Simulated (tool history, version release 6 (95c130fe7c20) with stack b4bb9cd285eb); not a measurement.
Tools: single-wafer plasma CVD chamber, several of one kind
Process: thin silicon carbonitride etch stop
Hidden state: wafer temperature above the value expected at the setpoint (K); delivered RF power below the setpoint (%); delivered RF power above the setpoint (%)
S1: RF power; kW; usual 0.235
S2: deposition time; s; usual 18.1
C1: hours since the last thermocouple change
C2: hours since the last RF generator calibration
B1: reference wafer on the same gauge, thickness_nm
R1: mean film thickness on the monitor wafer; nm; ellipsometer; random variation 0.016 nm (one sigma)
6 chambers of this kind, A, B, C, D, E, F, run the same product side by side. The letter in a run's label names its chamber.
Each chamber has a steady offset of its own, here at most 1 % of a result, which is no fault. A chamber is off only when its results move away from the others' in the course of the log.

{"run": "1E", "hour": 9.0, "S1": 0.235, "S2": 18.1, "C1": 104.1, "C2": 230.7, "B1": 12.501, "R1": 10.847}
{"run": "2B", "hour": 20.1, "S1": 0.235, "S2": 18.1, "C1": 385.2, "C2": 945.5, "B1": 12.495, "R1": 10.764}
{"run": "3A", "hour": 31.4, "S1": 0.235, "S2": 18.1, "C1": 1324.3, "C2": 2388.6, "B1": 12.491, "R1": 10.728}
{"hour": 38.3, "done": "chamber F: RF generator calibrated"}
{"run": "4F", "hour": 39.3, "S1": 0.235, "S2": 18.1, "C1": 246.2, "C2": 1, "B1": 12.489, "R1": 10.729}
{"run": "5C", "hour": 44.8, "S1": 0.235, "S2": 18.1, "C1": 230.5, "C2": 327.2, "B1": 12.491, "R1": 10.761}
{"hour": 46.8, "done": "chamber D: RF generator calibrated"}
{"run": "6D", "hour": 50.0, "S1": 0.235, "S2": 18.1, "C1": 510.8, "C2": 3.3, "B1": 12.491, "R1": 10.814}
{"run": "7F", "hour": 57.6, "S1": 0.235, "S2": 18.1, "C1": 264.5, "C2": 19.3, "B1": 12.486, "R1": 10.719}
{"run": "8A", "hour": 64.8, "S1": 0.195, "S2": 14.6, "C1": 1357.7, "C2": 2422, "B1": 12.482, "R1": 8.1483}
{"run": "9D", "hour": 71.1, "S1": 0.195, "S2": 14.6, "C1": 531.9, "C2": 24.4, "B1": 12.482, "R1": 8.2706}
{"run": "10E", "hour": 79.8, "S1": 0.195, "S2": 14.6, "C1": 174.9, "C2": 301.5, "B1": 12.481, "R1": 8.2968}
{"run": "11C", "hour": 85.2, "S1": 0.195, "S2": 14.6, "C1": 270.9, "C2": 367.6, "B1": 12.485, "R1": 8.1681}
{"run": "12B", "hour": 96.9, "S1": 0.195, "S2": 14.6, "C1": 462, "C2": 1022.3, "B1": 12.474, "R1": 8.221}
{"run": "13F", "hour": 103.3, "S1": 0.195, "S2": 14.6, "C1": 310.2, "C2": 65, "B1": 12.474, "R1": 8.1855}
{"run": "14D", "hour": 109.5, "S1": 0.235, "S2": 18.1, "C1": 570.3, "C2": 62.8, "B1": 12.468, "R1": 10.847}
{"run": "15C", "hour": 115.4, "S1": 0.235, "S2": 18.1, "C1": 301.1, "C2": 397.8, "B1": 12.474, "R1": 10.755}
{"run": "16A", "hour": 121.0, "S1": 0.235, "S2": 18.1, "C1": 1413.9, "C2": 2478.2, "B1": 12.47, "R1": 10.683}
{"run": "17E", "hour": 127.8, "S1": 0.235, "S2": 18.1, "C1": 222.9, "C2": 349.5, "B1": 12.466, "R1": 10.853}
{"run": "18B", "hour": 133.8, "S1": 0.235, "S2": 18.1, "C1": 498.9, "C2": 1059.2, "B1": 12.463, "R1": 10.775}
{"run": "19F", "hour": 142.4, "S1": 0.235, "S2": 18.1, "C1": 349.3, "C2": 104.1, "B1": 12.464, "R1": 10.705}
{"run": "20E", "hour": 147.9, "S1": 0.2, "S2": 16.1, "C1": 243, "C2": 369.6, "B1": 12.461, "R1": 9.1997}
{"run": "21A", "hour": 159.6, "S1": 0.2, "S2": 16.1, "C1": 1452.5, "C2": 2516.8, "B1": 12.463, "R1": 9.0491}
{"run": "22C", "hour": 169.1, "S1": 0.2, "S2": 16.1, "C1": 354.8, "C2": 451.5, "B1": 12.458, "R1": 9.0618}
{"run": "23B", "hour": 174.8, "S1": 0.2, "S2": 16.1, "C1": 539.9, "C2": 1100.2, "B1": 12.461, "R1": 9.1242}
{"run": "24D", "hour": 182.0, "S1": 0.2, "S2": 16.1, "C1": 642.8, "C2": 135.3, "B1": 12.452, "R1": 9.1451}
{"run": "25D", "hour": 191.2, "S1": 0.2, "S2": 16.1, "C1": 652, "C2": 144.5, "B1": 12.451, "R1": 9.1512}
{"run": "26B", "hour": 197.6, "S1": 0.235, "S2": 18.1, "C1": 562.7, "C2": 1123, "B1": 12.454, "R1": 10.756}
{"run": "27A", "hour": 208.6, "S1": 0.235, "S2": 18.1, "C1": 1501.5, "C2": 2565.8, "B1": 12.449, "R1": 10.651}
{"run": "28C", "hour": 214.6, "S1": 0.235, "S2": 18.1, "C1": 400.3, "C2": 497, "B1": 12.449, "R1": 10.698}
{"run": "29F", "hour": 219.8, "S1": 0.235, "S2": 18.1, "C1": 426.7, "C2": 181.5, "B1": 12.448, "R1": 10.703}
{"run": "30E", "hour": 227.4, "S1": 0.2, "S2": 19.5, "C1": 322.5, "C2": 449.1, "B1": 12.448, "R1": 11.156}
{"run": "31D", "hour": 236.9, "S1": 0.2, "S2": 19.5, "C1": 697.7, "C2": 190.2, "B1": 12.444, "R1": 11.063}
{"run": "32F", "hour": 244.0, "S1": 0.2, "S2": 19.5, "C1": 450.9, "C2": 205.7, "B1": 12.44, "R1": 10.953}
{"hour": 246.2, "done": "chamber A: RF generator calibrated"}
{"run": "33A", "hour": 251.9, "S1": 0.2, "S2": 19.5, "C1": 1544.8, "C2": 5.8, "B1": 12.44, "R1": 10.968}
{"run": "34B", "hour": 258.8, "S1": 0.2, "S2": 19.5, "C1": 623.9, "C2": 1184.2, "B1": 12.437, "R1": 11.025}
{"run": "35C", "hour": 269.5, "S1": 0.2, "S2": 19.5, "C1": 455.2, "C2": 551.9, "B1": 12.434, "R1": 10.959}
{"run": "36E", "hour": 274.8, "S1": 0.235, "S2": 18.1, "C1": 369.9, "C2": 496.5, "B1": 12.428, "R1": 10.815}
{"run": "37D", "hour": 281.1, "S1": 0.235, "S2": 18.1, "C1": 741.9, "C2": 234.4, "B1": 12.428, "R1": 10.764}
{"run": "38C", "hour": 292.7, "S1": 0.235, "S2": 18.1, "C1": 478.4, "C2": 575.1, "B1": 12.425, "R1": 10.691}
{"run": "39B", "hour": 299.6, "S1": 0.235, "S2": 18.1, "C1": 664.7, "C2": 1225, "B1": 12.435, "R1": 10.735}

Next, every chamber runs the same settings. What will each give?
{"run": "40A", "hour": 307.9, "S1": 0.235, "S2": 18.1, "R1": "?"}
{"run": "40B", "hour": 307.9, "S1": 0.235, "S2": 18.1, "R1": "?"}
{"run": "40C", "hour": 307.9, "S1": 0.235, "S2": 18.1, "R1": "?"}
{"run": "40D", "hour": 307.9, "S1": 0.235, "S2": 18.1, "R1": "?"}
{"run": "40E", "hour": 307.9, "S1": 0.235, "S2": 18.1, "R1": "?"}
{"run": "40F", "hour": 307.9, "S1": 0.235, "S2": 18.1, "R1": "?"}

run=40A R1=10.656
run=40B R1=10.767
run=40C R1=10.658
run=40D R1=10.78
run=40E R1=10.783
run=40F R1=10.672
